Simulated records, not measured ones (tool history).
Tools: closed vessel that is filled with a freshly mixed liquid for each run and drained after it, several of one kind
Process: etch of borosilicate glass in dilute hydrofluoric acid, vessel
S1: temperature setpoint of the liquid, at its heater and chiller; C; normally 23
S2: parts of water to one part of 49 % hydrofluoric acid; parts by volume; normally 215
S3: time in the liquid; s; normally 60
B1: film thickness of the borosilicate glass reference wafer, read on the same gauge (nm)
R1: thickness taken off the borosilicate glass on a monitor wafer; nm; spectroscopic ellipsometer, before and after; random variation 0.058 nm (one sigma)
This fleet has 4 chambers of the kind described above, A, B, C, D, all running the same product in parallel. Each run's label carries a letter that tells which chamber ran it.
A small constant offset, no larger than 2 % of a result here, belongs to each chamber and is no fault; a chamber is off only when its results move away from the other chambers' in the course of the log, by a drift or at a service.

run   hour    S1   S2  S3      B1      R1
 1A    5.2    23  215  60  70.034  5.9617
 2C    9.1    23  215  60  70.017  5.9688
 3B   15.9    23  215  60  70.001  5.9868
 4D   20.4    23  215  60  69.986  5.6294
 5A   24.9    23  215  60  69.984  6.0106
 6C   32.1    23  215  60  70.024   5.926
 7B   36.4    23  215  60  69.991  5.8088
 8D   41.4    23  215  60  70.018  5.7032
 9C   47.4    23  215  60  70.001  5.8574
10D   52.7    23  215  60  69.965  5.7403
11A   60.1    23  215  60  69.989  5.9881
12B   63.5    23  215  60   70.01  5.8901
13B     67    23  215  60  69.997  5.8973
14C   73.8    23  215  60  70.022   5.785
15A   79.6    23  215  60  69.999  5.9296
16D     86    23  215  60  69.994  5.6484
17D   91.6    23  215  60  69.994  5.7539
18A   99.5    23  260  40  70.021  3.1774
19B  104.1    23  260  40  69.986  3.0957
20C  108.5    23  260  40  69.993  3.0468
21A  112.8    23  260  40  70.015  3.1019
22D  119.1    23  215  60  69.997  5.7507
23C  123.7    23  215  60  70.027  5.7619
24B  127.4    23  215  60  69.986  5.8844
25C  133.5    26  215  85  70.039  9.1515
26B  139.9    26  215  85  70.037  9.2399
27D  144.5    26  215  85  69.991  9.3122
28A  150.8    26  215  85  69.986  9.2881
29B  158.7    23  215  60  70.025  5.8031
30C  166.4  25.5  215  60  69.978  6.2102
31A  173.6  25.5  215  60  70.037  6.4209
32D  177.3  25.5  215  60  69.954  6.3401
33C  185.1  25.5  215  60  70.025  6.1633
34A  189.2    23  215  60  69.975   5.931
35B  196.8    23  215  60  69.965  5.9181
     197.5  -- chamber D: hydrofluoric acid flow meter replaced
36D  204.6    23  215  60  70.001  5.8418
37D  209.1    23  215  60  70.021   5.806
38A    216    23  215  60  70.002  5.8693

What goes on in this fleet: one chamber off, a drifting gauge, or nothing beyond the chambers' own small offsets? Name the chamber and the cause, if any.

It is chamber C that slowly wanders off from its peers.
Likeliest cause: hydrofluoric acid flow below the setpoint (%) = 5.13.
The log may not separate it from: liquid colder than its thermometer reads (K).

Here are 4 candidates for chamber C's next run, each the usual settings with a change, their results left as question marks. Which one brings its results back in line with what the others give on the usual settings?
In-line tolerance around the mean of the other chambers on the usual settings: R1 0.2 nm
39C-1  221.8  23  235  60       ?
39C-2  221.8  23  195  60       ?
39C-3  221.8  23  225  60       ?
39C-4  221.8  23  205  60       ?

Usual-settings mean across the other chambers: R1 5.8623 nm
  run      R1
39C-1  4.9468
39C-2  6.2327
39C-3  5.2231
39C-4  5.8616
Change 39C-4 lands the chamber within the allowed miss of the other chambers.

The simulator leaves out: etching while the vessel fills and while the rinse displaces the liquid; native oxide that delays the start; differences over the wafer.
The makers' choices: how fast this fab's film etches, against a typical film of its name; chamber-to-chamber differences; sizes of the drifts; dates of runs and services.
